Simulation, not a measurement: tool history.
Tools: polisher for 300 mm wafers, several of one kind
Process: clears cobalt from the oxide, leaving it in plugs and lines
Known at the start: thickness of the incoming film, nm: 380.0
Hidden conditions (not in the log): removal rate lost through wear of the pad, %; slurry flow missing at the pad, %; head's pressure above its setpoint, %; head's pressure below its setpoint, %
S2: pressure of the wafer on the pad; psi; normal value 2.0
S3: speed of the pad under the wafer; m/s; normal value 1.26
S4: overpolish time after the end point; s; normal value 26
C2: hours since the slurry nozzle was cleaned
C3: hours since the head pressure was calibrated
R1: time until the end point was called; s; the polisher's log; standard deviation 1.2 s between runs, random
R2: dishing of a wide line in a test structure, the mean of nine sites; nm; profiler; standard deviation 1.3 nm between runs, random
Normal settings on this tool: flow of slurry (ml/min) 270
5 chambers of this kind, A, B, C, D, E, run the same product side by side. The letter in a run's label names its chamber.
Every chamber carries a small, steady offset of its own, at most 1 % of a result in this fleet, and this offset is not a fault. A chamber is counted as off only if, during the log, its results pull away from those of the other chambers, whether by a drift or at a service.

{"run": "1C", "hour": 5.4, "flow of slurry (ml/min)": 270, "S2": 2.0, "S3": 1.26, "S4": 26, "wafers polished on this pad": 491, "C2": 497.4, "C3": 618.5, "R1": 60.555, "R2": 54.044}
{"run": "2E", "hour": 10.7, "flow of slurry (ml/min)": 270, "S2": 2.0, "S3": 1.26, "S4": 26, "wafers polished on this pad": 558, "C2": 99.1, "C3": 103.6, "R1": 63.713, "R2": 54.714}
{"run": "3A", "hour": 15.8, "flow of slurry (ml/min)": 270, "S2": 2.0, "S3": 1.26, "S4": 26, "wafers polished on this pad": 121, "C2": 132.2, "C3": 756.7, "R1": 61.915, "R2": 55.858}
{"run": "4D", "hour": 18.2, "flow of slurry (ml/min)": 270, "S2": 2.0, "S3": 1.26, "S4": 26, "wafers polished on this pad": 270, "C2": 340.2, "C3": 796.5, "R1": 61.619, "R2": 55.9}
{"run": "5B", "hour": 22.0, "flow of slurry (ml/min)": 335, "S2": 2.0, "S3": 1.52, "S4": 26, "wafers polished on this pad": 163, "C2": 341.9, "C3": 739.5, "R1": 53.971, "R2": 55.354}
{"run": "6E", "hour": 27.4, "flow of slurry (ml/min)": 335, "S2": 2.0, "S3": 1.52, "S4": 26, "wafers polished on this pad": 647, "C2": 115.8, "C3": 120.3, "R1": 50.28, "R2": 55.606}
{"hour": 27.7, "done": "chamber C: head pressure recalibrated"}
{"run": "7D", "hour": 30.1, "flow of slurry (ml/min)": 335, "S2": 2.0, "S3": 1.52, "S4": 26, "wafers polished on this pad": 334, "C2": 352.1, "C3": 808.4, "R1": 51.155, "R2": 54.812}
{"run": "8A", "hour": 34.1, "flow of slurry (ml/min)": 335, "S2": 2.0, "S3": 1.52, "S4": 26, "wafers polished on this pad": 219, "C2": 150.5, "C3": 775.0, "R1": 49.576, "R2": 56.5}
{"run": "9C", "hour": 37.0, "flow of slurry (ml/min)": 335, "S2": 2.0, "S3": 1.52, "S4": 26, "wafers polished on this pad": 661, "C2": 529.0, "C3": 9.4, "R1": 52.559, "R2": 54.952}
{"run": "10B", "hour": 42.5, "flow of slurry (ml/min)": 270, "S2": 2.0, "S3": 1.26, "S4": 26, "wafers polished on this pad": 273, "C2": 362.4, "C3": 760.0, "R1": 65.374, "R2": 54.221}
{"run": "11B", "hour": 47.9, "flow of slurry (ml/min)": 270, "S2": 2.0, "S3": 1.26, "S4": 26, "wafers polished on this pad": 302, "C2": 367.8, "C3": 765.4, "R1": 65.373, "R2": 54.179}
{"run": "12C", "hour": 50.6, "flow of slurry (ml/min)": 270, "S2": 2.0, "S3": 1.26, "S4": 26, "wafers polished on this pad": 734, "C2": 542.6, "C3": 23.0, "R1": 62.944, "R2": 52.499}
{"run": "13E", "hour": 56.1, "flow of slurry (ml/min)": 270, "S2": 2.0, "S3": 1.26, "S4": 26, "wafers polished on this pad": 801, "C2": 144.5, "C3": 149.0, "R1": 63.369, "R2": 52.605}
{"run": "14D", "hour": 61.2, "flow of slurry (ml/min)": 270, "S2": 2.0, "S3": 1.26, "S4": 26, "wafers polished on this pad": 500, "C2": 383.2, "C3": 839.5, "R1": 62.332, "R2": 55.77}
{"hour": 61.5, "done": "chamber D: worn pad replaced by a new one"}
{"run": "15A", "hour": 65.3, "flow of slurry (ml/min)": 270, "S2": 2.0, "S3": 1.26, "S4": 26, "wafers polished on this pad": 386, "C2": 181.7, "C3": 806.2, "R1": 64.082, "R2": 56.283}
{"run": "16E", "hour": 67.9, "flow of slurry (ml/min)": 270, "S2": 2.0, "S3": 1.26, "S4": 26, "wafers polished on this pad": 864, "C2": 156.3, "C3": 160.8, "R1": 66.617, "R2": 55.328}
{"run": "17C", "hour": 73.4, "flow of slurry (ml/min)": 270, "S2": 2.0, "S3": 1.26, "S4": 26, "wafers polished on this pad": 856, "C2": 565.4, "C3": 45.8, "R1": 61.074, "R2": 54.23}
{"run": "18D", "hour": 77.2, "flow of slurry (ml/min)": 270, "S2": 2.0, "S3": 1.26, "S4": 26, "wafers polished on this pad": 84, "C2": 399.2, "C3": 855.5, "R1": 60.929, "R2": 53.034}
{"run": "19A", "hour": 80.8, "flow of slurry (ml/min)": 270, "S2": 2.0, "S3": 1.26, "S4": 26, "wafers polished on this pad": 470, "C2": 197.2, "C3": 821.7, "R1": 62.111, "R2": 54.783}
{"run": "20B", "hour": 84.6, "flow of slurry (ml/min)": 270, "S2": 2.0, "S3": 1.26, "S4": 26, "wafers polished on this pad": 499, "C2": 404.5, "C3": 802.1, "R1": 65.028, "R2": 54.615}
{"run": "21B", "hour": 88.7, "flow of slurry (ml/min)": 270, "S2": 2.0, "S3": 1.26, "S4": 26, "wafers polished on this pad": 521, "C2": 408.6, "C3": 806.2, "R1": 62.739, "R2": 52.432}
{"run": "22A", "hour": 93.5, "flow of slurry (ml/min)": 270, "S2": 2.0, "S3": 1.26, "S4": 26, "wafers polished on this pad": 538, "C2": 209.9, "C3": 834.4, "R1": 61.416, "R2": 54.811}
{"hour": 97.3, "done": "chamber A: worn pad replaced by a new one"}
{"hour": 97.5, "done": "chamber D: head pressure recalibrated"}
{"run": "23D", "hour": 98.5, "flow of slurry (ml/min)": 270, "S2": 2.0, "S3": 1.26, "S4": 26, "wafers polished on this pad": 198, "C2": 420.5, "C3": 1.1, "R1": 61.922, "R2": 53.826}
{"run": "24E", "hour": 103.0, "flow of slurry (ml/min)": 270, "S2": 2.0, "S3": 1.26, "S4": 26, "wafers polished on this pad": 1053, "C2": 191.4, "C3": 195.9, "R1": 64.631, "R2": 53.022}
{"hour": 105.7, "done": "chamber C: worn pad replaced by a new one"}
{"run": "25C", "hour": 106.0, "flow of slurry (ml/min)": 270, "S2": 2.0, "S3": 1.26, "S4": 26, "wafers polished on this pad": 1, "C2": 598.0, "C3": 78.4, "R1": 63.42, "R2": 53.324}
{"run": "26A", "hour": 109.1, "flow of slurry (ml/min)": 270, "S2": 2.0, "S3": 1.26, "S4": 26, "wafers polished on this pad": 63, "C2": 225.5, "C3": 850.0, "R1": 64.345, "R2": 55.048}
{"run": "27B", "hour": 112.1, "flow of slurry (ml/min)": 270, "S2": 2.5, "S3": 1.26, "S4": 13, "wafers polished on this pad": 646, "C2": 432.0, "C3": 829.6, "R1": 52.931, "R2": 47.058}
{"run": "28C", "hour": 115.4, "flow of slurry (ml/min)": 270, "S2": 2.5, "S3": 1.26, "S4": 13, "wafers polished on this pad": 52, "C2": 607.4, "C3": 87.8, "R1": 50.22, "R2": 46.542}
{"run": "29E", "hour": 120.5, "flow of slurry (ml/min)": 270, "S2": 2.5, "S3": 1.26, "S4": 13, "wafers polished on this pad": 1147, "C2": 208.9, "C3": 213.4, "R1": 53.353, "R2": 44.823}
{"hour": 124.9, "done": "chamber B: worn pad replaced by a new one"}
{"run": "30D", "hour": 125.8, "flow of slurry (ml/min)": 270, "S2": 2.5, "S3": 1.26, "S4": 13, "wafers polished on this pad": 345, "C2": 447.8, "C3": 28.4, "R1": 50.971, "R2": 48.527}
{"run": "31A", "hour": 129.7, "flow of slurry (ml/min)": 270, "S2": 2.5, "S3": 1.26, "S4": 13, "wafers polished on this pad": 173, "C2": 246.1, "C3": 870.6, "R1": 49.312, "R2": 47.462}
{"hour": 129.8, "done": "chamber B: head pressure recalibrated"}
{"run": "32D", "hour": 134.8, "flow of slurry (ml/min)": 270, "S2": 2.0, "S3": 1.26, "S4": 26, "wafers polished on this pad": 393, "C2": 456.8, "C3": 37.4, "R1": 61.183, "R2": 54.13}
{"hour": 136.4, "done": "chamber E: worn pad replaced by a new one"}
{"run": "33C", "hour": 138.0, "flow of slurry (ml/min)": 270, "S2": 2.0, "S3": 1.26, "S4": 26, "wafers polished on this pad": 173, "C2": 630.0, "C3": 110.4, "R1": 64.52, "R2": 56.027}
{"run": "34B", "hour": 140.6, "flow of slurry (ml/min)": 270, "S2": 2.0, "S3": 1.26, "S4": 26, "wafers polished on this pad": 84, "C2": 460.5, "C3": 10.8, "R1": 65.276, "R2": 53.581}
{"run": "35E", "hour": 143.5, "flow of slurry (ml/min)": 180, "S2": 2.0, "S3": 1.26, "S4": 26, "wafers polished on this pad": 38, "C2": 231.9, "C3": 236.4, "R1": 71.913, "R2": 51.675}
{"run": "36A", "hour": 148.9, "flow of slurry (ml/min)": 180, "S2": 2.0, "S3": 1.26, "S4": 26, "wafers polished on this pad": 276, "C2": 265.3, "C3": 889.8, "R1": 65.356, "R2": 53.502}
{"run": "37E", "hour": 153.7, "flow of slurry (ml/min)": 180, "S2": 2.0, "S3": 1.26, "S4": 26, "wafers polished on this pad": 92, "C2": 242.1, "C3": 246.6, "R1": 72.162, "R2": 54.676}
{"hour": 157.0, "done": "chamber D: worn pad replaced by a new one"}
{"run": "38B", "hour": 158.4, "flow of slurry (ml/min)": 180, "S2": 2.0, "S3": 1.26, "S4": 26, "wafers polished on this pad": 180, "C2": 478.3, "C3": 28.6, "R1": 66.904, "R2": 55.044}
{"run": "39C", "hour": 163.3, "flow of slurry (ml/min)": 180, "S2": 2.0, "S3": 1.26, "S4": 26, "wafers polished on this pad": 309, "C2": 655.3, "C3": 135.7, "R1": 68.235, "R2": 55.383}
{"run": "40D", "hour": 167.9, "flow of slurry (ml/min)": 270, "S2": 2.0, "S3": 1.26, "S4": 26, "wafers polished on this pad": 58, "C2": 489.9, "C3": 70.5, "R1": 63.352, "R2": 53.293}
{"run": "41D", "hour": 171.3, "flow of slurry (ml/min)": 325, "S2": 2.0, "S3": 1.26, "S4": 26, "wafers polished on this pad": 77, "C2": 493.3, "C3": 73.9, "R1": 62.373, "R2": 53.965}
{"run": "42E", "hour": 174.4, "flow of slurry (ml/min)": 325, "S2": 2.0, "S3": 1.26, "S4": 26, "wafers polished on this pad": 204, "C2": 262.8, "C3": 267.3, "R1": 68.543, "R2": 52.608}

Which is it: a chamber that has drifted or been left off by a service, a gauge drift common to all chambers, or only each chamber's usual small offset? If a chamber is off, name it and its likeliest cause.

Little by little, chamber E moves away from the other chambers.
Likeliest cause: head's pressure below its setpoint, % = 9.72.

Here are 4 candidates for chamber E's next run, each the usual settings with a change, their results left as question marks. Which one brings its results back in line with what the others give on the usual settings?
Counts as in line when no further than this from what the other chambers average on the usual settings: R1 4.200 s; R2 4.600 nm
{"run": "43E-1", "hour": 178.4, "flow of slurry (ml/min)": 270, "S2": 1.9, "S3": 1.2, "S4": 27, "R1": "?", "R2": "?"}
{"run": "43E-2", "hour": 178.4, "flow of slurry (ml/min)": 275, "S2": 2.2, "S3": 1.4, "S4": 25, "R1": "?", "R2": "?"}
{"run": "43E-3", "hour": 178.4, "flow of slurry (ml/min)": 265, "S2": 1.8, "S3": 1.12, "S4": 27, "R1": "?", "R2": "?"}
{"run": "43E-4", "hour": 178.4, "flow of slurry (ml/min)": 270, "S2": 2.1, "S3": 1.32, "S4": 25, "R1": "?", "R2": "?"}

The other chambers' mean on the usual settings: R1 62.929 s; R2 54.331 nm
run=43E-1 R1=75.490 R2=52.046
run=43E-2 R1=55.783 R2=54.528
run=43E-3 R1=85.551 R2=50.260
run=43E-4 R1=62.099 R2=53.441
43E-4 puts the chamber back in line with the other chambers.
